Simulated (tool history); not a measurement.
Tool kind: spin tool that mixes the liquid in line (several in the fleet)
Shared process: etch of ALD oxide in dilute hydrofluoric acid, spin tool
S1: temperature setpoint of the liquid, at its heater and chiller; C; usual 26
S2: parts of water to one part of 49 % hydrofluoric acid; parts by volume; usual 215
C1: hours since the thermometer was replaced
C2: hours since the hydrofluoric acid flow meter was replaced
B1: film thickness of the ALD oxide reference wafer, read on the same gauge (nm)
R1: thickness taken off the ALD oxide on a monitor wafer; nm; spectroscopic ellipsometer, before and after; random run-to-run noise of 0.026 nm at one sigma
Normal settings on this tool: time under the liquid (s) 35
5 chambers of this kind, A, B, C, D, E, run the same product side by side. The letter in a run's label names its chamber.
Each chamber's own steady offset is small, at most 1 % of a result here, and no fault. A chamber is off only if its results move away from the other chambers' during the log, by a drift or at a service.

At hour 2.3: chamber B: hydrofluoric acid flow meter replaced.
Run 1D, hour 14.3: usual settings; C1 332.3; C2 519.2; B1 90. Result: R1 4.181 nm.
Run 2C, hour 29.5: usual settings; C1 304.4; C2 393.5; B1 89.966. Result: R1 4.1405 nm.
Run 3E, hour 37.5: usual settings; C1 326.8; C2 162.7; B1 90.031. Result: R1 4.1478 nm.
Run 4B, hour 47.4: usual settings; C1 290.1; C2 45.2; B1 89.977. Result: R1 4.2044 nm.
Run 5A, hour 63.4: usual settings; C1 399.2; C2 1224.7; B1 89.999. Result: R1 4.1682 nm.
Run 6C, hour 70.5: usual settings; C1 345.4; C2 434.5; B1 90.015. Result: R1 4.2102 nm.
Run 7E, hour 82: usual settings; C1 371.3; C2 207.2; B1 90.011. Result: R1 4.2157 nm.
Run 8A, hour 91.8: usual settings; C1 427.6; C2 1253.1; B1 89.989. Result: R1 4.1986 nm.
Run 9D, hour 107.1: usual settings; C1 425.1; C2 612; B1 90.015. Result: R1 4.1563 nm.
Run 10B, hour 122: usual settings; C1 364.7; C2 119.8; B1 89.993. Result: R1 4.2049 nm.
Run 11D, hour 137.8: usual settings; C1 455.8; C2 642.7; B1 90.003. Result: R1 4.1894 nm.
Run 12C, hour 145.7: usual settings; C1 420.6; C2 509.7; B1 89.993. Result: R1 4.1654 nm.
Run 13A, hour 160.5: usual settings but time under the liquid (s) 25; C1 496.3; C2 1321.8; B1 89.999. Result: R1 3.0368 nm.
Run 14B, hour 169.3: usual settings but time under the liquid (s) 25; C1 412; C2 167.1; B1 89.997. Result: R1 2.978 nm.
Run 15E, hour 178.3: usual settings but time under the liquid (s) 25; C1 467.6; C2 303.5; B1 89.975. Result: R1 3.0499 nm.
Run 16C, hour 188.8: usual settings but time under the liquid (s) 25; C1 463.7; C2 552.8; B1 90.018. Result: R1 2.9739 nm.
Run 17D, hour 202: usual settings but time under the liquid (s) 25; C1 520; C2 706.9; B1 90.021. Result: R1 2.9815 nm.
Run 18A, hour 212.7: usual settings; C1 548.5; C2 1374; B1 90.01. Result: R1 4.3156 nm.
Run 19E, hour 224: usual settings; C1 513.3; C2 349.2; B1 89.959. Result: R1 4.2114 nm.
Run 20B, hour 231: usual settings; C1 473.7; C2 228.8; B1 90.005. Result: R1 4.1687 nm.
Run 21A, hour 240.3: usual settings; C1 576.1; C2 1401.6; B1 89.997. Result: R1 4.296 nm.
Run 22C, hour 251.5: usual settings; C1 526.4; C2 615.5; B1 90.003. Result: R1 4.1858 nm.
Run 23E, hour 258.6: usual settings; C1 547.9; C2 383.8; B1 90.034. Result: R1 4.1564 nm.
Run 24D, hour 272.5: usual settings; C1 590.5; C2 777.4; B1 90. Result: R1 4.2168 nm.
At hour 274.9: chamber A: hydrofluoric acid flow meter replaced.
Run 25B, hour 284.7: usual settings; C1 527.4; C2 282.5; B1 90.006. Result: R1 4.1646 nm.
Run 26B, hour 299.2: usual settings; C1 541.9; C2 297; B1 90.001. Result: R1 4.1889 nm.
At hour 309.7: chamber B: thermometer replaced.
Run 27A, hour 313: usual settings; C1 648.8; C2 38.1; B1 90.02. Result: R1 4.4255 nm.
At hour 322.1: chamber D: hydrofluoric acid flow meter replaced.
Run 28E, hour 329.2: usual settings; C1 618.5; C2 454.4; B1 89.982. Result: R1 4.1826 nm.
Run 29C, hour 342.3: usual settings; C1 617.2; C2 706.3; B1 90.006. Result: R1 4.1635 nm.
Run 30D, hour 350.3: usual settings but S1 30.5 C, S2 170 parts by volume; C1 668.3; C2 28.2; B1 90.001. Result: R1 6.6079 nm.
Run 31B, hour 362: usual settings but S1 30.5 C, S2 170 parts by volume; C1 52.4; C2 359.8; B1 89.965. Result: R1 6.5335 nm.
Run 32E, hour 378.3: usual settings but S1 30.5 C, S2 170 parts by volume; C1 667.6; C2 503.5; B1 89.983. Result: R1 6.466 nm.
Run 33C, hour 394.5: usual settings but S1 30.5 C, S2 170 parts by volume; C1 669.4; C2 758.5; B1 90.012. Result: R1 6.5012 nm.
Run 34D, hour 404.9: usual settings but S1 30.5 C, S2 170 parts by volume; C1 722.9; C2 82.8; B1 89.993. Result: R1 6.6211 nm.
Run 35A, hour 415.6: usual settings; C1 751.4; C2 140.7; B1 90. Result: R1 4.5487 nm.

The same settings go to every chamber for the next run, one line per chamber below. Forecast the results for each:
Run 36A, hour 427.3: usual settings but S1 29.5 C. Result: R1 ?.
Run 36B, hour 427.3: usual settings but S1 29.5 C. Result: R1 ?.
Run 36C, hour 427.3: usual settings but S1 29.5 C. Result: R1 ?.
Run 36D, hour 427.3: usual settings but S1 29.5 C. Result: R1 ?.
Run 36E, hour 427.3: usual settings but S1 29.5 C. Result: R1 ?.

run      R1
36A  5.1841
36B  4.7329
36C  4.7644
36D  4.7958
36E  4.7112
